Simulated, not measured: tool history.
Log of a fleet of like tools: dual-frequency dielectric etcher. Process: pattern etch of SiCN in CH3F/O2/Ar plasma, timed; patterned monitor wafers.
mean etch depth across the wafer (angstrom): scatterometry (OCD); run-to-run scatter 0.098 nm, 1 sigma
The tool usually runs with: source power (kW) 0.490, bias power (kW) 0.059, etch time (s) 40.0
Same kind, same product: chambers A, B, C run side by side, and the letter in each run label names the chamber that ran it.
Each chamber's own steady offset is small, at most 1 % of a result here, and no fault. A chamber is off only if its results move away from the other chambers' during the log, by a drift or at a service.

run    day  source power (kW)  bias power (kW)  etch time (s)  hours since the last wet clean  hours since the last source power generator calibration  hours since the last bias power generator calibration  read-back reference wafer on the same gauge, depth_nm  mean etch depth across the wafer (angstrom)
     0.038  -- chamber C: wet clean of the chamber
 1B  0.125              0.490            0.059           40.0                            47.8                                                   3390.8                                                  298.0                                                 13.208                                       149.78
 2A  0.275              0.490            0.059           40.0                           121.9                                                    930.0                                                  823.8                                                 13.196                                       152.54
 3C  0.492              0.490            0.059           40.0                            10.9                                                   2400.3                                                 2105.6                                                 13.219                                       152.78
 4B  0.612              0.490            0.059           40.0                            59.5                                                   3402.5                                                  309.7                                                 13.207                                       148.99
 5C  0.725              0.490            0.059           40.0                            16.5                                                   2405.9                                                 2111.2                                                 13.197                                       151.98
 6A  0.858              0.490            0.059           40.0                           135.9                                                    944.0                                                  837.8                                                 13.195                                       150.79
 7A  1.092              0.490            0.059           40.0                           141.5                                                    949.6                                                  843.4                                                 13.207                                       151.17
 8C  1.312              0.490            0.059           40.0                            30.6                                                   2420.0                                                 2125.3                                                 13.191                                       151.17
 9B  1.450              0.490            0.059           40.0                            79.6                                                   3422.6                                                  329.8                                                 13.220                                       151.45
10A  1.567              0.490            0.059           40.0                           152.9                                                    961.0                                                  854.8                                                 13.194                                       150.90
11B  1.725              0.490            0.059           40.0                            86.2                                                   3429.2                                                  336.4                                                 13.190                                       151.37
12C  1.921              0.490            0.059           40.0                            45.2                                                   2434.6                                                 2139.9                                                 13.197                                       151.69
13B  2.079              0.420            0.059           34.5                            94.7                                                   3437.7                                                  344.9                                                 13.191                                       122.00
14A  2.188              0.420            0.059           34.5                           167.8                                                    975.9                                                  869.7                                                 13.213                                       123.54
15C  2.333              0.420            0.059           34.5                            55.1                                                   2444.5                                                 2149.8                                                 13.175                                       123.14
16A  2.567              0.490            0.059           40.0                           176.9                                                    985.0                                                  878.8                                                 13.221                                       151.23
17B  2.675              0.490            0.059           40.0                           109.0                                                   3452.0                                                  359.2                                                 13.186                                       150.27
18C  2.904              0.400            0.059           40.0                            68.8                                                   2458.2                                                 2163.5                                                 13.192                                       140.95
19A  3.092              0.400            0.059           40.0                           189.5                                                    997.6                                                  891.4                                                 13.209                                       138.69
20B  3.271              0.400            0.059           40.0                           123.3                                                   3466.3                                                  373.5                                                 13.196                                       140.35
21C  3.483              0.490            0.059           40.0                            82.7                                                   2472.1                                                 2177.4                                                 13.200                                       150.15

Each of the 3 chambers runs these same settings next. Fill in every chamber's results:
22A  3.650              0.490            0.059           40.0                                                                                                                                                                                                                                                   ?
22B  3.650              0.490            0.059           40.0                                                                                                                                                                                                                                                   ?
22C  3.650              0.490            0.059           40.0                                                                                                                                                                                                                                                   ?

run  mean etch depth across the wafer (angstrom)
22A                                       152.84
22B                                       150.12
22C                                       151.97
